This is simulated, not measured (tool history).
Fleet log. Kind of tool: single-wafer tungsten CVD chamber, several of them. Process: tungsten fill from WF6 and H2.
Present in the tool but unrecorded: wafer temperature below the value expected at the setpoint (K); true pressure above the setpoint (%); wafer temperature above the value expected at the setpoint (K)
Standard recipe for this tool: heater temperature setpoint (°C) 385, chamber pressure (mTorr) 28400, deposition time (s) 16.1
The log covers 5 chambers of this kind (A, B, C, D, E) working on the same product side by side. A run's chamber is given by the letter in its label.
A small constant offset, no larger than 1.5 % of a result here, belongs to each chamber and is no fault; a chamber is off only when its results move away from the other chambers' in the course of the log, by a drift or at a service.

| run | day | heater temperature setpoint (°C) | chamber pressure (mTorr) | deposition time (s) | hours since the last thermocouple change | hours since the last manometer calibration | read-back reference wafer on the same gauge, thickness_nm | mean film thickness on the monitor wafer (angstrom) |
|---|---|---|---|---|---|---|---|---|
| 1D | 0.45 | 385 | 28400 | 16.1 | 2231.9 | 903.7 | 29.738 | 343.14 |
| 2A | 0.846 | 385 | 28400 | 16.1 | 697.6 | 69.8 | 29.703 | 338.34 |
| 3B | 1.175 | 385 | 28400 | 16.1 | 737.4 | 855.8 | 29.713 | 341.4 |
| 4E | 1.617 | 385 | 28400 | 16.1 | 842.2 | 305.1 | 29.726 | 330.93 |
| 5C | 1.996 | 385 | 28400 | 16.1 | 338.7 | 658.4 | 29.703 | 336.33 |
| 6D | 2.383 | 385 | 28400 | 16.1 | 2278.3 | 950.1 | 29.687 | 343.65 |
| 7B | 2.65 | 385 | 25300 | 18 | 772.8 | 891.2 | 29.715 | 360.78 |
| 8E | 2.992 | 385 | 25300 | 18 | 875.2 | 338.1 | 29.694 | 354.3 |
| 9C | 3.383 | 385 | 25300 | 18 | 372 | 691.7 | 29.733 | 348.87 |
| 10A | 3.629 | 385 | 25300 | 18 | 764.4 | 136.6 | 29.684 | 368.7 |
| 11E | 3.846 | 385 | 25300 | 18 | 895.7 | 358.6 | 29.669 | 359.4 |
| 12A | 4.075 | 385 | 28400 | 16.1 | 775.1 | 147.3 | 29.691 | 342.16 |
|  | 4.383 | chamber D: thermocouple changed; heater temperature recalibrated |
| 13C | 4.45 | 385 | 28400 | 16.1 | 397.6 | 717.3 | 29.673 | 330.9 |
| 14D | 4.904 | 385 | 28400 | 16.1 | 12.6 | 1010.6 | 29.698 | 345.25 |
| 15B | 5.162 | 385 | 28400 | 16.1 | 833.1 | 951.5 | 29.714 | 340.64 |
| 16C | 5.542 | 385 | 31700 | 13.3 | 423.8 | 743.5 | 29.719 | 286.34 |
| 17B | 5.954 | 385 | 31700 | 13.3 | 852.1 | 970.5 | 29.685 | 295.32 |
| 18A | 6.2 | 385 | 31700 | 13.3 | 826.1 | 198.3 | 29.749 | 300 |
| 19E | 6.462 | 385 | 31700 | 13.3 | 958.5 | 421.4 | 29.696 | 291.94 |
| 20D | 6.85 | 385 | 31700 | 13.3 | 59.3 | 1057.3 | 29.706 | 299.35 |
| 21A | 7.246 | 385 | 28400 | 16.1 | 851.2 | 223.4 | 29.672 | 344.34 |
| 22E | 7.733 | 385 | 28400 | 16.1 | 989 | 451.9 | 29.671 | 337.69 |
| 23B | 8.092 | 379 | 28400 | 18.7 | 903.4 | 1021.8 | 29.705 | 351.44 |
| 24D | 8.346 | 379 | 28400 | 18.7 | 95.2 | 1093.2 | 29.668 | 354.01 |
| 25C | 8.617 | 379 | 28400 | 18.7 | 497.6 | 817.3 | 29.702 | 332.62 |
| 26C | 9.004 | 379 | 28400 | 18.7 | 506.9 | 826.6 | 29.66 | 333.74 |
| 27E | 9.429 | 379 | 28400 | 18.7 | 1029.7 | 492.6 | 29.689 | 343.53 |
| 28D | 9.742 | 385 | 28400 | 16.1 | 128.7 | 1126.7 | 29.716 | 342.94 |
| 29A | 10.05 | 385 | 28400 | 16.1 | 918.5 | 290.7 | 29.709 | 342.95 |
| 30B | 10.275 | 385 | 28400 | 16.1 | 955.8 | 1074.2 | 29.678 | 341.13 |

Each of the 5 chambers runs these same settings next. Fill in every chamber's results:
| 31A | 10.633 | 385 | 28400 | 16.1 |  |  |  | ? |
| 31B | 10.633 | 385 | 28400 | 16.1 |  |  |  | ? |
| 31C | 10.633 | 385 | 28400 | 16.1 |  |  |  | ? |
| 31D | 10.633 | 385 | 28400 | 16.1 |  |  |  | ? |
| 31E | 10.633 | 385 | 28400 | 16.1 |  |  |  | ? |

| run | mean film thickness on the monitor wafer (angstrom) |
|---|---|
| 31A | 344.03 |
| 31B | 341.67 |
| 31C | 321.71 |
| 31D | 345.1 |
| 31E | 337.05 |
